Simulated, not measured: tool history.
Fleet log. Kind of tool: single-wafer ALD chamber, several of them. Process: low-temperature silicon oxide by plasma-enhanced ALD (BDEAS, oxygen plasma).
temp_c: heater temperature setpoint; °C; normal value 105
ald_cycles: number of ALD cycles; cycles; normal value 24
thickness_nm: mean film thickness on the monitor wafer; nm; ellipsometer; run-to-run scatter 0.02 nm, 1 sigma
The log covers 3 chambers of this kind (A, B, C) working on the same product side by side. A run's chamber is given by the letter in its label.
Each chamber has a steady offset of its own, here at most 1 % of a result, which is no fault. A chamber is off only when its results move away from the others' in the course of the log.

| run | hour | temp_c | ald_cycles | hours since the last thermocouple change | read-back reference wafer on the same gauge, thickness_nm | thickness_nm |
|---|---|---|---|---|---|---|
| 1B | 9.6 | 105 | 24 | 253.7 | 2.8922 | 3.4135 |
| 2A | 17.4 | 105 | 24 | 2102.2 | 2.8896 | 3.4186 |
| 3C | 24.3 | 105 | 24 | 1030.2 | 2.8876 | 3.3573 |
| 4B | 30.7 | 105 | 24 | 274.8 | 2.8908 | 3.429 |
| 5A | 37.7 | 105 | 24 | 2122.5 | 2.8859 | 3.3841 |
| 6C | 47.1 | 105 | 24 | 1053 | 2.8918 | 3.3594 |
| 7B | 53 | 97 | 22 | 297.1 | 2.889 | 3.2137 |
| 8A | 62.1 | 97 | 22 | 2146.9 | 2.891 | 3.2144 |
| 9C | 67 | 97 | 22 | 1072.9 | 2.8876 | 3.127 |
| 10B | 73.2 | 105 | 24 | 317.3 | 2.8883 | 3.4212 |
| 11A | 83.3 | 105 | 24 | 2168.1 | 2.8893 | 3.391 |
| 12C | 88.1 | 105 | 24 | 1094 | 2.8912 | 3.398 |
| 13B | 98.7 | 105 | 24 | 342.8 | 2.8909 | 3.4015 |
| 14A | 106.3 | 105 | 24 | 2191.1 | 2.8921 | 3.3877 |
| 15C | 111.9 | 105 | 24 | 1117.8 | 2.89 | 3.3719 |
| 16B | 121.3 | 105 | 24 | 365.4 | 2.8901 | 3.4372 |
| 17C | 127.1 | 105 | 24 | 1133 | 2.8931 | 3.3989 |
| 18A | 134.2 | 105 | 24 | 2219 | 2.8896 | 3.3941 |
| 19C | 144.6 | 105 | 24 | 1150.5 | 2.8877 | 3.4019 |
| 20B | 153.3 | 105 | 24 | 397.4 | 2.8886 | 3.3735 |
| 21A | 161.3 | 105 | 24 | 2246.1 | 2.8928 | 3.4257 |
| 22B | 167.9 | 105 | 24 | 412 | 2.8918 | 3.4003 |
| 23A | 178.1 | 105 | 24 | 2262.9 | 2.8882 | 3.4034 |
| 24C | 186.6 | 105 | 24 | 1192.5 | 2.8885 | 3.3709 |
| 25B | 192.6 | 105 | 24 | 436.7 | 2.8894 | 3.4216 |
| 26A | 202.9 | 112 | 27 | 2287.7 | 2.8882 | 3.7809 |
| 27C | 212.3 | 112 | 27 | 1218.2 | 2.8913 | 3.7518 |
| 28A | 218.2 | 112 | 27 | 2303 | 2.8903 | 3.7601 |
| 29C | 224.5 | 105 | 24 | 1230.4 | 2.8963 | 3.3761 |
| 30B | 231.7 | 105 | 24 | 475.8 | 2.8928 | 3.4216 |
| 31B | 237.6 | 105 | 24 | 481.7 | 2.8917 | 3.417 |
| 32A | 248.5 | 105 | 24 | 2333.3 | 2.8935 | 3.4027 |
| 33C | 256.6 | 105 | 24 | 1262.5 | 2.8891 | 3.3686 |

Decide between three cases: one chamber stands off from its peers, the gauge reading all wafers drifts, or nothing is wrong past each chamber's small offset. Where a chamber is off, say which and what most likely put it there.

Neither any chamber nor the gauge drifts; the chambers differ only by their own small, steady offsets.
